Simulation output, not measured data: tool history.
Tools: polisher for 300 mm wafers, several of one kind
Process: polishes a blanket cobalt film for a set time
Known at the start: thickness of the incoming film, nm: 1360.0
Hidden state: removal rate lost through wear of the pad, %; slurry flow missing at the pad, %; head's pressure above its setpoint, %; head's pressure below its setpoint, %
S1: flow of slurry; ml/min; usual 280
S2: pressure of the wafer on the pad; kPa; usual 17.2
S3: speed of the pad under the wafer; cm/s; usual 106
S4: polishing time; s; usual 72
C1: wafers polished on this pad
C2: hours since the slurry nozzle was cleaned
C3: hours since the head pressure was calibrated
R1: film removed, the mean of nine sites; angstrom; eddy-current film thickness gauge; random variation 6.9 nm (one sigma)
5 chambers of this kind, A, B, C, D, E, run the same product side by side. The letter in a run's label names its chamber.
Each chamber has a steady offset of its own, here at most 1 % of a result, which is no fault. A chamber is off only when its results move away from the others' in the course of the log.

At hour 6.0: chamber B: worn pad replaced by a new one.
Run 1C, hour 6.5: usual settings; C1 1103; C2 190.6; C3 821.5. Result: R1 4883.2 angstrom.
At hour 8.7: chamber E: worn pad replaced by a new one.
At hour 11.4: chamber C: worn pad replaced by a new one.
Run 2A, hour 12.9: usual settings; C1 753; C2 726.4; C3 322.4. Result: R1 5033.7 angstrom.
Run 3B, hour 16.2: usual settings; C1 143; C2 112.6; C3 235.2. Result: R1 4992.1 angstrom.
Run 4E, hour 19.5: usual settings; C1 152; C2 355.7; C3 545.5. Result: R1 4906.2 angstrom.
At hour 23.4: chamber D: worn pad replaced by a new one.
Run 5D, hour 25.0: usual settings; C1 23; C2 308.6; C3 184.5. Result: R1 5009.1 angstrom.
Run 6B, hour 27.9: usual settings; C1 308; C2 124.3; C3 246.9. Result: R1 4861.0 angstrom.
Run 7D, hour 32.4: usual settings; C1 127; C2 316.0; C3 191.9. Result: R1 4942.0 angstrom.
At hour 34.6: chamber C: slurry nozzle cleaned.
Run 8E, hour 37.8: usual settings; C1 409; C2 374.0; C3 563.8. Result: R1 4924.4 angstrom.
Run 9A, hour 40.9: usual settings; C1 1146; C2 754.4; C3 350.4. Result: R1 4912.6 angstrom.
At hour 44.7: chamber B: worn pad replaced by a new one.
Run 10C, hour 47.0: usual settings; C1 501; C2 12.5; C3 862.0. Result: R1 4968.7 angstrom.
Run 11D, hour 50.3: usual settings but S3 128 cm/s, S4 60 s; C1 379; C2 333.9; C3 209.8. Result: R1 4956.5 angstrom.
At hour 55.8: chamber A: worn pad replaced by a new one.
Run 12E, hour 56.5: usual settings but S3 128 cm/s, S4 60 s; C1 673; C2 392.7; C3 582.5. Result: R1 4947.6 angstrom.
Run 13B, hour 60.8: usual settings but S3 128 cm/s, S4 60 s; C1 227; C2 157.2; C3 279.8. Result: R1 4907.5 angstrom.
Run 14C, hour 64.8: usual settings but S3 128 cm/s, S4 60 s; C1 751; C2 30.3; C3 879.8. Result: R1 4948.9 angstrom.
Run 15A, hour 70.2: usual settings but S3 128 cm/s, S4 60 s; C1 203; C2 783.7; C3 379.7. Result: R1 4910.7 angstrom.
Run 16B, hour 73.8: usual settings; C1 410; C2 170.2; C3 292.8. Result: R1 4878.3 angstrom.
Run 17C, hour 77.1: usual settings but S4 59 s; C1 924; C2 42.6; C3 892.1. Result: R1 4066.0 angstrom.
Run 18E, hour 81.3: usual settings but S4 59 s; C1 1021; C2 417.5; C3 607.3. Result: R1 4010.7 angstrom.
At hour 84.8: chamber D: worn pad replaced by a new one.
Run 19D, hour 86.8: usual settings but S4 59 s; C1 28; C2 370.4; C3 246.3. Result: R1 4065.9 angstrom.
At hour 87.1: chamber B: worn pad replaced by a new one.
Run 20A, hour 91.5: usual settings but S4 59 s; C1 503; C2 805.0; C3 401.0. Result: R1 4085.6 angstrom.
At hour 94.0: chamber E: worn pad replaced by a new one.
Run 21B, hour 95.1: usual settings but S4 59 s; C1 112; C2 191.5; C3 314.1. Result: R1 3926.8 angstrom.
Run 22E, hour 98.8: usual settings; C1 68; C2 435.0; C3 624.8. Result: R1 4966.4 angstrom.
At hour 99.0: chamber C: worn pad replaced by a new one.
Run 23A, hour 103.8: usual settings but S3 94 cm/s; C1 676; C2 817.3; C3 413.3. Result: R1 4531.9 angstrom.
Run 24D, hour 107.4: usual settings but S3 94 cm/s; C1 318; C2 391.0; C3 266.9. Result: R1 4370.5 angstrom.
Run 25C, hour 110.6: usual settings but S3 94 cm/s; C1 163; C2 76.1; C3 925.6. Result: R1 4424.8 angstrom.
Run 26B, hour 115.4: usual settings but S3 94 cm/s; C1 398; C2 211.8; C3 334.4. Result: R1 4276.1 angstrom.
Run 27C, hour 121.4: usual settings but S3 94 cm/s; C1 315; C2 86.9; C3 936.4. Result: R1 4326.0 angstrom.
Run 28E, hour 127.5: usual settings; C1 472; C2 463.7; C3 653.5. Result: R1 4871.2 angstrom.
At hour 127.7: chamber B: worn pad replaced by a new one.
Run 29D, hour 132.7: usual settings; C1 674; C2 416.3; C3 292.2. Result: R1 4967.2 angstrom.
Run 30A, hour 136.6: usual settings; C1 1137; C2 850.1; C3 446.1. Result: R1 5284.0 angstrom.
At hour 138.6: chamber A: worn pad replaced by a new one.
Run 31C, hour 140.7: usual settings; C1 587; C2 106.2; C3 955.7. Result: R1 4860.6 angstrom.
Run 32D, hour 144.6: usual settings; C1 841; C2 428.2; C3 304.1. Result: R1 4885.3 angstrom.
At hour 148.2: chamber A: slurry nozzle cleaned.
Run 33A, hour 149.2: usual settings; C1 149; C2 1.0; C3 458.7. Result: R1 5282.4 angstrom.
At hour 152.3: chamber D: worn pad replaced by a new one.
Run 34B, hour 155.5: usual settings; C1 391; C2 251.9; C3 374.5. Result: R1 4903.1 angstrom.
Run 35E, hour 158.6: usual settings but S3 118 cm/s; C1 909; C2 494.8; C3 684.6. Result: R1 5418.3 angstrom.
Run 36E, hour 163.9: usual settings but S3 118 cm/s; C1 984; C2 500.1; C3 689.9. Result: R1 5464.3 angstrom.
Run 37A, hour 170.0: usual settings but S3 118 cm/s; C1 442; C2 21.8; C3 479.5. Result: R1 5821.9 angstrom.
At hour 171.3: chamber E: worn pad replaced by a new one.
At hour 172.6: chamber B: worn pad replaced by a new one.
Run 38B, hour 175.8: usual settings but S3 118 cm/s; C1 45; C2 272.2; C3 394.8. Result: R1 5369.9 angstrom.
Run 39D, hour 179.4: usual settings but S3 118 cm/s; C1 382; C2 463.0; C3 338.9. Result: R1 5442.4 angstrom.
Run 40C, hour 186.0: usual settings but S2 11.0 kPa, S4 49 s; C1 1224; C2 151.5; C3 1001.0. Result: R1 2125.5 angstrom.
Run 41E, hour 191.2: usual settings but S2 11.0 kPa, S4 49 s; C1 281; C2 527.4; C3 717.2. Result: R1 2139.9 angstrom.
At hour 193.1: chamber C: worn pad replaced by a new one.
Run 42C, hour 196.7: usual settings but S2 11.0 kPa, S4 49 s; C1 51; C2 162.2; C3 1011.7. Result: R1 2086.5 angstrom.

All 5 chambers run these settings next. Forecast each chamber's results:
Run 43A, hour 201.5: usual settings. Result: R1 ?.
Run 43B, hour 201.5: usual settings. Result: R1 ?.
Run 43C, hour 201.5: usual settings. Result: R1 ?.
Run 43D, hour 201.5: usual settings. Result: R1 ?.
Run 43E, hour 201.5: usual settings. Result: R1 ?.

run      R1
43A  5570.6
43B  4838.5
43C  4867.2
43D  4887.6
43E  4737.0
